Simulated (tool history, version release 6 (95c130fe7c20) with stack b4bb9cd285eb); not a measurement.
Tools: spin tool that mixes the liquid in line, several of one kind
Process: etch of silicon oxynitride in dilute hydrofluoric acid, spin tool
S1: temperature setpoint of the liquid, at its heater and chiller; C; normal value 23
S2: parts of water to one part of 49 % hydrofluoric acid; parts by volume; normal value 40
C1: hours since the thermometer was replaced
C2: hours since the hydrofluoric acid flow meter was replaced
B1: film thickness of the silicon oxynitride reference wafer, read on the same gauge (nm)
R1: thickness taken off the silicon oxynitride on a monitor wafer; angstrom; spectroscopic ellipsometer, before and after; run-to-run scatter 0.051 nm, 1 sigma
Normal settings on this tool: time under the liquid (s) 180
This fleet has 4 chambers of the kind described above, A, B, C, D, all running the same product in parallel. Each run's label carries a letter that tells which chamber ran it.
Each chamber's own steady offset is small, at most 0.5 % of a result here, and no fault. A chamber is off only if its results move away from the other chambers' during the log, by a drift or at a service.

run 1C hour=8.6 | S1=23 S2=40 time_under_the_liquid_(s)=180 | C1=455.9 C2=53 | B1=49.999 | R1=99.191
run 2B hour=18.7 | S1=23 S2=40 time_under_the_liquid_(s)=180 | C1=463 C2=2030.1 | B1=49.991 | R1=100.76
run 3A hour=29 | S1=23 S2=40 time_under_the_liquid_(s)=180 | C1=1221.7 C2=1794.1 | B1=49.987 | R1=100.07
run 4D hour=39.1 | S1=23 S2=40 time_under_the_liquid_(s)=180 | C1=2162.8 C2=1992.2 | B1=50.007 | R1=99.492
-- hour=41.7 chamber B: hydrofluoric acid flow meter replaced
run 5D hour=46.3 | S1=23 S2=40 time_under_the_liquid_(s)=180 | C1=2170 C2=1999.4 | B1=49.994 | R1=100.24
run 6A hour=52.3 | S1=23 S2=40 time_under_the_liquid_(s)=270 | C1=1245 C2=1817.4 | B1=50.007 | R1=148.84
-- hour=56.8 chamber B: thermometer replaced
run 7C hour=58.7 | S1=23 S2=40 time_under_the_liquid_(s)=270 | C1=506 C2=103.1 | B1=49.972 | R1=150.96
run 8B hour=63.7 | S1=23 S2=40 time_under_the_liquid_(s)=270 | C1=7 C2=22.1 | B1=49.988 | R1=150.71
run 9A hour=73 | S1=23 S2=40 time_under_the_liquid_(s)=270 | C1=1265.7 C2=1838.1 | B1=49.999 | R1=151.17
run 10B hour=81.2 | S1=23 S2=40 time_under_the_liquid_(s)=180 | C1=24.5 C2=39.6 | B1=49.998 | R1=100.29
run 11D hour=87.8 | S1=23 S2=40 time_under_the_liquid_(s)=180 | C1=2211.5 C2=2040.9 | B1=50.019 | R1=99.714
run 12C hour=96 | S1=23 S2=40 time_under_the_liquid_(s)=180 | C1=543.3 C2=140.4 | B1=49.994 | R1=100.6
run 13C hour=106.9 | S1=23 S2=40 time_under_the_liquid_(s)=240 | C1=554.2 C2=151.3 | B1=49.974 | R1=134.27
run 14D hour=113 | S1=23 S2=40 time_under_the_liquid_(s)=240 | C1=2236.7 C2=2066.1 | B1=49.987 | R1=132.54
run 15B hour=120.5 | S1=23 S2=40 time_under_the_liquid_(s)=240 | C1=63.8 C2=78.9 | B1=50.027 | R1=133.2
-- hour=121.2 chamber D: hydrofluoric acid flow meter replaced
run 16A hour=126.6 | S1=23 S2=40 time_under_the_liquid_(s)=240 | C1=1319.3 C2=1891.7 | B1=49.994 | R1=130.94
run 17A hour=132.9 | S1=23 S2=40 time_under_the_liquid_(s)=180 | C1=1325.6 C2=1898 | B1=49.987 | R1=98.914
run 18B hour=141.9 | S1=23 S2=40 time_under_the_liquid_(s)=180 | C1=85.2 C2=100.3 | B1=49.994 | R1=99.958
run 19C hour=151.9 | S1=24.5 S2=55 time_under_the_liquid_(s)=180 | C1=599.2 C2=196.3 | B1=49.987 | R1=77.375
run 20D hour=160.8 | S1=24.5 S2=55 time_under_the_liquid_(s)=180 | C1=2284.5 C2=39.7 | B1=49.977 | R1=77.289
run 21B hour=171.4 | S1=24.5 S2=55 time_under_the_liquid_(s)=180 | C1=114.7 C2=129.8 | B1=49.972 | R1=77.254
run 22D hour=179 | S1=24.5 S2=55 time_under_the_liquid_(s)=180 | C1=2302.7 C2=57.9 | B1=49.985 | R1=77.58
run 23C hour=183.8 | S1=23 S2=40 time_under_the_liquid_(s)=180 | C1=631.1 C2=228.2 | B1=50.014 | R1=101.31
run 24A hour=190.5 | S1=23 S2=40 time_under_the_liquid_(s)=180 | C1=1383.2 C2=1955.6 | B1=50.02 | R1=96.712
run 25C hour=196.2 | S1=23 S2=40 time_under_the_liquid_(s)=180 | C1=643.5 C2=240.6 | B1=49.985 | R1=101.28
run 26A hour=202.7 | S1=23 S2=40 time_under_the_liquid_(s)=180 | C1=1395.4 C2=1967.8 | B1=50.005 | R1=95.764
run 27D hour=207.9 | S1=23 S2=40 time_under_the_liquid_(s)=180 | C1=2331.6 C2=86.8 | B1=49.997 | R1=99.438
run 28B hour=213.8 | S1=25.5 S2=30 time_under_the_liquid_(s)=180 | C1=157.1 C2=172.2 | B1=49.998 | R1=153.27
run 29A hour=218.6 | S1=25.5 S2=30 time_under_the_liquid_(s)=180 | C1=1411.3 C2=1983.7 | B1=49.996 | R1=148.2
run 30D hour=225 | S1=25.5 S2=30 time_under_the_liquid_(s)=180 | C1=2348.7 C2=103.9 | B1=50.019 | R1=151.69
run 31C hour=235.9 | S1=25.5 S2=30 time_under_the_liquid_(s)=180 | C1=683.2 C2=280.3 | B1=49.98 | R1=151.25
run 32B hour=241.9 | S1=23 S2=40 time_under_the_liquid_(s)=180 | C1=185.2 C2=200.3 | B1=50.023 | R1=100.34
run 33B hour=250.6 | S1=23 S2=40 time_under_the_liquid_(s)=180 | C1=193.9 C2=209 | B1=50.006 | R1=100.22
run 34D hour=260.7 | S1=19 S2=40 time_under_the_liquid_(s)=105 | C1=2384.4 C2=139.6 | B1=49.994 | R1=47.729
run 35A hour=269.4 | S1=19 S2=40 time_under_the_liquid_(s)=105 | C1=1462.1 C2=2034.5 | B1=49.987 | R1=45.073

Predict what each chamber gives when all 4 of them run the settings below next.
run 36A hour=277.2 | S1=23 S2=55 time_under_the_liquid_(s)=180 | R1=?
run 36B hour=277.2 | S1=23 S2=55 time_under_the_liquid_(s)=180 | R1=?
run 36C hour=277.2 | S1=23 S2=55 time_under_the_liquid_(s)=180 | R1=?
run 36D hour=277.2 | S1=23 S2=55 time_under_the_liquid_(s)=180 | R1=?

run=36A R1=66.795
run=36B R1=71.401
run=36C R1=72.277
run=36D R1=71.825

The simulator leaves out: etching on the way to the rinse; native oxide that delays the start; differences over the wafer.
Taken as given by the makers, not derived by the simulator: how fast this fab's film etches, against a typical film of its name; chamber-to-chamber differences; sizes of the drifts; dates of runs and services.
